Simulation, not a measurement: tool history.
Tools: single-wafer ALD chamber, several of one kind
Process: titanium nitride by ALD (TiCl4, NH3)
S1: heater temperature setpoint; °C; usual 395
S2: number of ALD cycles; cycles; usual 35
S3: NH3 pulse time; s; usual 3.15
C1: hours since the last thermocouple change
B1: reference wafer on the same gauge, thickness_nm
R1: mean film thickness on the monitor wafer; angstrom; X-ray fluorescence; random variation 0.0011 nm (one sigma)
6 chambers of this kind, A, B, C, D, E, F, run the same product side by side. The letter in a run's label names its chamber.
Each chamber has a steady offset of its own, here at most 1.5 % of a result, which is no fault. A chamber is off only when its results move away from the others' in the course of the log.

run,hour,S1,S2,S3,C1,B1,R1
1E,8.8,395,35,3.15,205.2,0.66789,7.8129
2F,19.3,395,35,3.15,699.3,0.66802,7.8128
3B,28.9,395,35,3.15,688.9,0.66789,7.8342
4D,34.9,395,35,3.15,1255.1,0.66771,7.7211
5A,46.6,395,35,3.15,702.8,0.66758,7.7356
6C,56.9,395,35,3.15,970.1,0.66745,7.7690
7B,65.2,395,35,3.15,725.2,0.66705,7.8146
8A,74.9,395,35,3.15,731.1,0.66731,7.7117
9D,85.9,395,35,3.15,1306.1,0.66738,7.7268
10F,93.8,395,35,3.15,773.8,0.66725,7.8046
11E,103.0,395,35,3.15,299.4,0.66676,7.7947
12C,111.1,395,35,2.51,1024.3,0.66713,7.6925
13C,120.3,395,35,2.51,1033.5,0.66710,7.6955
14F,127.3,395,35,2.51,807.3,0.66683,7.7556
15D,133.4,395,35,2.51,1353.6,0.66651,7.6453
16E,145.9,395,35,2.51,342.3,0.66661,7.7338
17B,153.5,395,35,2.51,813.5,0.66655,7.7640
18A,162.0,395,35,3.15,818.2,0.66665,7.7031
19B,174.0,395,29,4.32,834.0,0.66646,6.5328
20A,183.3,395,29,4.32,839.5,0.66642,6.4419
21D,193.0,395,29,4.32,1413.2,0.66629,6.4634
22C,202.1,395,29,4.32,1115.3,0.66588,6.4844
23F,212.9,395,29,4.32,892.9,0.66593,6.5210
24E,224.7,395,29,4.32,421.1,0.66603,6.5060
25D,236.1,395,35,3.15,1456.3,0.66581,7.7001
26E,243.3,395,35,3.15,439.7,0.66590,7.7677
27C,252.0,407,40,3.15,1165.2,0.66588,8.8530
28F,259.3,407,40,3.15,939.3,0.66551,8.9600
29B,268.4,407,40,3.15,928.4,0.66544,8.9539
30A,277.7,407,40,3.15,933.9,0.66571,8.8405
31D,285.8,407,40,3.15,1506.0,0.66540,8.8255
# hour 287.1: chamber F: thermocouple changed; heater temperature recalibrated
32E,298.8,407,40,3.15,495.2,0.66517,8.9118
33C,311.2,384,35,3.15,1224.4,0.66520,7.6915
34F,318.3,384,35,3.15,31.2,0.66528,7.7684
35A,328.4,384,35,3.15,984.6,0.66510,7.6378
36B,339.1,384,35,3.15,999.1,0.66493,7.7400
37E,351.1,384,35,3.15,547.5,0.66478,7.7211
38A,361.9,384,35,3.15,1018.1,0.66481,7.6339
39F,374.6,395,35,3.15,87.5,0.66453,7.7911
40D,383.2,395,35,3.15,1603.4,0.66473,7.6966
41C,391.6,395,35,3.15,1304.8,0.66466,7.7278
42B,402.8,395,35,3.15,1062.8,0.66416,7.7796
43F,408.9,395,35,3.15,121.8,0.66420,7.8021

What goes on in this fleet: one chamber off, a drifting gauge, or nothing beyond the chambers' own small offsets? Name the chamber and the cause, if any.

The gauge drifts, so all chambers seem to drift together. No chamber is off.
Cause: gauge reads low (%) = 0.555.

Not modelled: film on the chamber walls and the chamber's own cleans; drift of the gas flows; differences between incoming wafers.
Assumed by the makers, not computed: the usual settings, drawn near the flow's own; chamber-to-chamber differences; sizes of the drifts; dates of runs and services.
